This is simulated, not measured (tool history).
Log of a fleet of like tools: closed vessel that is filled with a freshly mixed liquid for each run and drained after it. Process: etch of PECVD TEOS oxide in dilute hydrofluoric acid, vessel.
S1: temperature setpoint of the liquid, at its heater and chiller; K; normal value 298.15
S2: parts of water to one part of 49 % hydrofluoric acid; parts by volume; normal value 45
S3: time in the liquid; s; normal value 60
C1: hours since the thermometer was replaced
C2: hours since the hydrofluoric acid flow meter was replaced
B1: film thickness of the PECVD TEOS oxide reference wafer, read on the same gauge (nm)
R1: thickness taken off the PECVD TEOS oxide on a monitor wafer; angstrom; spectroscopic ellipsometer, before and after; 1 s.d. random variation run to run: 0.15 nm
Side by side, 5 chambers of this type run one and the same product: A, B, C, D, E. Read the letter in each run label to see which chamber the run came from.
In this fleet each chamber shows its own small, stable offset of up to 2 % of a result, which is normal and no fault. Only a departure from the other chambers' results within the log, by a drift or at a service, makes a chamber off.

Run 1A, day 0.300: usual settings; C1 470.2; C2 1726.9; B1 120.04. Result: R1 427.17 angstrom.
At day 0.742: chamber A: hydrofluoric acid flow meter replaced.
Run 2B, day 0.754: usual settings; C1 1021.1; C2 1079.5; B1 120.00. Result: R1 420.30 angstrom.
Run 3E, day 1.262: usual settings; C1 516.1; C2 138.6; B1 120.00. Result: R1 418.81 angstrom.
Run 4C, day 1.608: usual settings; C1 478.1; C2 1853.2; B1 119.99. Result: R1 427.33 angstrom.
Run 5D, day 1.883: usual settings; C1 622.1; C2 1501.1; B1 119.99. Result: R1 429.71 angstrom.
Run 6C, day 2.125: usual settings; C1 490.5; C2 1865.6; B1 120.03. Result: R1 424.11 angstrom.
Run 7E, day 2.479: usual settings; C1 545.3; C2 167.8; B1 120.02. Result: R1 416.74 angstrom.
Run 8A, day 2.808: usual settings; C1 530.4; C2 49.7; B1 120.05. Result: R1 427.68 angstrom.
Run 9D, day 3.183: usual settings; C1 653.3; C2 1532.3; B1 120.02. Result: R1 431.67 angstrom.
Run 10B, day 3.488: usual settings; C1 1086.7; C2 1145.1; B1 120.00. Result: R1 421.57 angstrom.
At day 3.550: chamber C: hydrofluoric acid flow meter replaced.
At day 3.662: chamber B: thermometer replaced.
Run 11A, day 3.762: usual settings; C1 553.3; C2 72.6; B1 119.95. Result: R1 430.27 angstrom.
Run 12B, day 4.229: usual settings; C1 13.7; C2 1162.9; B1 120.00. Result: R1 419.40 angstrom.
Run 13C, day 4.554: usual settings; C1 548.8; C2 24.2; B1 119.99. Result: R1 424.63 angstrom.
Run 14E, day 4.992: usual settings; C1 605.6; C2 228.1; B1 120.02. Result: R1 417.29 angstrom.
Run 15D, day 5.267: usual settings; C1 703.3; C2 1582.3; B1 120.01. Result: R1 428.30 angstrom.
Run 16D, day 5.783: usual settings; C1 715.7; C2 1594.7; B1 120.00. Result: R1 431.09 angstrom.
Run 17B, day 6.179: usual settings; C1 60.5; C2 1209.7; B1 120.02. Result: R1 420.73 angstrom.
Run 18E, day 6.733: usual settings; C1 647.4; C2 269.9; B1 120.04. Result: R1 418.75 angstrom.
Run 19C, day 7.112: usual settings; C1 610.2; C2 85.6; B1 120.00. Result: R1 425.79 angstrom.
Run 20A, day 7.517: usual settings; C1 643.4; C2 162.7; B1 120.03. Result: R1 428.42 angstrom.
Run 21B, day 7.812: usual settings; C1 99.7; C2 1248.9; B1 120.00. Result: R1 418.30 angstrom.
Run 22A, day 8.125: usual settings; C1 658.0; C2 177.3; B1 119.99. Result: R1 426.00 angstrom.
Run 23D, day 8.367: usual settings; C1 777.7; C2 1656.7; B1 120.05. Result: R1 430.07 angstrom.
Run 24E, day 8.650: usual settings; C1 693.4; C2 315.9; B1 119.97. Result: R1 418.23 angstrom.
At day 8.742: chamber D: hydrofluoric acid flow meter replaced.
Run 25C, day 8.967: usual settings; C1 654.7; C2 130.1; B1 119.94. Result: R1 422.49 angstrom.
Run 26D, day 9.308: usual settings; C1 800.3; C2 13.7; B1 120.01. Result: R1 431.66 angstrom.
Run 27E, day 9.692: usual settings; C1 718.4; C2 340.9; B1 120.01. Result: R1 419.22 angstrom.
Run 28B, day 10.112: usual settings; C1 154.9; C2 1304.1; B1 120.03. Result: R1 419.43 angstrom.
Run 29A, day 10.358: usual settings; C1 711.6; C2 230.9; B1 120.03. Result: R1 428.17 angstrom.
Run 30C, day 10.842: usual settings but S2 30 parts by volume, S3 85 s; C1 699.7; C2 175.1; B1 119.95. Result: R1 930.69 angstrom.
Run 31D, day 11.175: usual settings but S2 30 parts by volume, S3 85 s; C1 845.1; C2 58.5; B1 119.97. Result: R1 934.51 angstrom.
Run 32C, day 11.579: usual settings but S2 30 parts by volume, S3 85 s; C1 717.4; C2 192.8; B1 120.03. Result: R1 929.43 angstrom.
Run 33B, day 12.117: usual settings but S2 30 parts by volume, S3 85 s; C1 203.0; C2 1352.2; B1 120.00. Result: R1 909.84 angstrom.
Run 34A, day 12.646: usual settings but S2 30 parts by volume, S3 85 s; C1 766.5; C2 285.8; B1 119.97. Result: R1 926.15 angstrom.
Run 35E, day 12.975: usual settings; C1 797.2; C2 419.7; B1 120.01. Result: R1 418.23 angstrom.
Run 36A, day 13.367: usual settings; C1 783.8; C2 303.1; B1 119.97. Result: R1 425.48 angstrom.

Does one chamber stand apart from the rest, does the shared gauge drift, or is all well apart from small per-chamber offsets? Give the chamber and the most likely cause, where there is one.

No chamber is off and the gauge is stable; the differences are just each chamber's small, constant offset.

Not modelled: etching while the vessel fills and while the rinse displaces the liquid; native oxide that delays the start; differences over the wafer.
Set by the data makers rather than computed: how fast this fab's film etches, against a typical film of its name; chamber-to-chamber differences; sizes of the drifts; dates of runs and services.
